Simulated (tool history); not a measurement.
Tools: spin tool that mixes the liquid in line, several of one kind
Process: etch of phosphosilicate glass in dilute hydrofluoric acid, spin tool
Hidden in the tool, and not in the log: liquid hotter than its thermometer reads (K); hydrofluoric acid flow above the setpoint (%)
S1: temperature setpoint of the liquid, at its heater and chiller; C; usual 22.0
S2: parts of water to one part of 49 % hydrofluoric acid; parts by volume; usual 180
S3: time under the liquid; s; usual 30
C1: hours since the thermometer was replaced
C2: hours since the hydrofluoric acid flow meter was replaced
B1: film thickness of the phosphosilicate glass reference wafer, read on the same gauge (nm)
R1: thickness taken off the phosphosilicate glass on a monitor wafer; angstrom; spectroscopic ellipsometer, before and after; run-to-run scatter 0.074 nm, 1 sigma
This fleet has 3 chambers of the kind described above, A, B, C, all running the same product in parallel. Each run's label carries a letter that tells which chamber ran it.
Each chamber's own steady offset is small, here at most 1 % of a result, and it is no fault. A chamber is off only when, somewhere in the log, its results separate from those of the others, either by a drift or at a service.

{"run": "1C", "hour": 7.3, "S1": 22.0, "S2": 180, "S3": 30, "C1": 156.2, "C2": 184.9, "B1": 29.996, "R1": 85.244}
{"run": "2A", "hour": 14.7, "S1": 22.0, "S2": 180, "S3": 30, "C1": 218.4, "C2": 744.0, "B1": 29.998, "R1": 85.257}
{"run": "3B", "hour": 23.0, "S1": 22.0, "S2": 180, "S3": 30, "C1": 1161.4, "C2": 523.3, "B1": 29.999, "R1": 85.367}
{"run": "4A", "hour": 31.4, "S1": 22.0, "S2": 180, "S3": 30, "C1": 235.1, "C2": 760.7, "B1": 30.01, "R1": 84.472}
{"hour": 33.3, "done": "chamber B: thermometer replaced"}
{"run": "5B", "hour": 36.0, "S1": 22.0, "S2": 180, "S3": 30, "C1": 2.8, "C2": 536.3, "B1": 30.002, "R1": 86.285}
{"run": "6C", "hour": 39.9, "S1": 22.0, "S2": 180, "S3": 30, "C1": 188.8, "C2": 217.5, "B1": 30.009, "R1": 84.512}
{"run": "7C", "hour": 46.4, "S1": 22.0, "S2": 180, "S3": 30, "C1": 195.3, "C2": 224.0, "B1": 29.991, "R1": 84.196}
{"run": "8A", "hour": 53.1, "S1": 22.0, "S2": 180, "S3": 30, "C1": 256.8, "C2": 782.4, "B1": 30.002, "R1": 86.651}
{"run": "9B", "hour": 57.0, "S1": 22.0, "S2": 180, "S3": 30, "C1": 23.8, "C2": 557.3, "B1": 30.007, "R1": 85.11}
{"run": "10B", "hour": 60.8, "S1": 22.0, "S2": 180, "S3": 30, "C1": 27.6, "C2": 561.1, "B1": 29.989, "R1": 85.402}
{"run": "11C", "hour": 66.1, "S1": 22.0, "S2": 180, "S3": 30, "C1": 215.0, "C2": 243.7, "B1": 29.996, "R1": 84.396}
{"run": "12A", "hour": 73.2, "S1": 22.0, "S2": 180, "S3": 30, "C1": 276.9, "C2": 802.5, "B1": 30.0, "R1": 84.724}
{"run": "13C", "hour": 81.3, "S1": 22.0, "S2": 180, "S3": 30, "C1": 230.2, "C2": 258.9, "B1": 30.045, "R1": 84.909}
{"run": "14B", "hour": 86.2, "S1": 22.0, "S2": 180, "S3": 30, "C1": 53.0, "C2": 586.5, "B1": 30.022, "R1": 85.467}
{"run": "15A", "hour": 94.3, "S1": 22.0, "S2": 180, "S3": 30, "C1": 298.0, "C2": 823.6, "B1": 30.01, "R1": 84.268}
{"run": "16B", "hour": 102.0, "S1": 22.0, "S2": 180, "S3": 30, "C1": 68.8, "C2": 602.3, "B1": 29.997, "R1": 86.754}
{"run": "17A", "hour": 109.3, "S1": 22.0, "S2": 180, "S3": 30, "C1": 313.0, "C2": 838.6, "B1": 30.006, "R1": 85.247}
{"run": "18C", "hour": 116.7, "S1": 22.0, "S2": 180, "S3": 30, "C1": 265.6, "C2": 294.3, "B1": 29.982, "R1": 83.401}
{"run": "19C", "hour": 122.7, "S1": 22.0, "S2": 180, "S3": 30, "C1": 271.6, "C2": 300.3, "B1": 29.99, "R1": 84.219}
{"run": "20A", "hour": 130.4, "S1": 22.0, "S2": 180, "S3": 30, "C1": 334.1, "C2": 859.7, "B1": 30.023, "R1": 85.354}
{"run": "21B", "hour": 134.3, "S1": 22.0, "S2": 180, "S3": 30, "C1": 101.1, "C2": 634.6, "B1": 30.013, "R1": 88.169}
{"run": "22B", "hour": 142.8, "S1": 22.0, "S2": 180, "S3": 30, "C1": 109.6, "C2": 643.1, "B1": 30.006, "R1": 90.555}
{"run": "23C", "hour": 149.0, "S1": 26.5, "S2": 180, "S3": 30, "C1": 297.9, "C2": 326.6, "B1": 30.014, "R1": 100.25}
{"run": "24A", "hour": 153.6, "S1": 26.5, "S2": 180, "S3": 30, "C1": 357.3, "C2": 882.9, "B1": 30.014, "R1": 101.67}
{"run": "25A", "hour": 162.2, "S1": 26.5, "S2": 180, "S3": 30, "C1": 365.9, "C2": 891.5, "B1": 29.984, "R1": 101.51}
{"run": "26B", "hour": 167.4, "S1": 22.0, "S2": 180, "S3": 30, "C1": 134.2, "C2": 667.7, "B1": 30.02, "R1": 90.91}
{"run": "27C", "hour": 174.6, "S1": 20.5, "S2": 180, "S3": 15, "C1": 323.5, "C2": 352.2, "B1": 30.005, "R1": 39.396}
{"run": "28A", "hour": 180.7, "S1": 20.5, "S2": 180, "S3": 15, "C1": 384.4, "C2": 910.0, "B1": 29.972, "R1": 39.694}
{"run": "29B", "hour": 189.3, "S1": 20.5, "S2": 180, "S3": 15, "C1": 156.1, "C2": 689.6, "B1": 29.998, "R1": 44.322}
{"run": "30C", "hour": 194.3, "S1": 22.0, "S2": 180, "S3": 30, "C1": 343.2, "C2": 371.9, "B1": 30.015, "R1": 83.863}
{"run": "31B", "hour": 198.8, "S1": 22.0, "S2": 180, "S3": 30, "C1": 165.6, "C2": 699.1, "B1": 30.016, "R1": 95.757}
{"run": "32C", "hour": 205.1, "S1": 22.0, "S2": 180, "S3": 30, "C1": 354.0, "C2": 382.7, "B1": 29.982, "R1": 83.4}
{"run": "33A", "hour": 211.6, "S1": 22.0, "S2": 180, "S3": 30, "C1": 415.3, "C2": 940.9, "B1": 30.006, "R1": 85.264}
{"run": "34B", "hour": 218.6, "S1": 22.0, "S2": 180, "S3": 30, "C1": 185.4, "C2": 718.9, "B1": 29.996, "R1": 93.987}

Predict what each chamber gives when all 3 of them run the settings below next.
{"run": "35A", "hour": 224.8, "S1": 22.0, "S2": 180, "S3": 30, "R1": "?"}
{"run": "35B", "hour": 224.8, "S1": 22.0, "S2": 180, "S3": 30, "R1": "?"}
{"run": "35C", "hour": 224.8, "S1": 22.0, "S2": 180, "S3": 30, "R1": "?"}

run=35A R1=84.414
run=35B R1=96.812
run=35C R1=84.546

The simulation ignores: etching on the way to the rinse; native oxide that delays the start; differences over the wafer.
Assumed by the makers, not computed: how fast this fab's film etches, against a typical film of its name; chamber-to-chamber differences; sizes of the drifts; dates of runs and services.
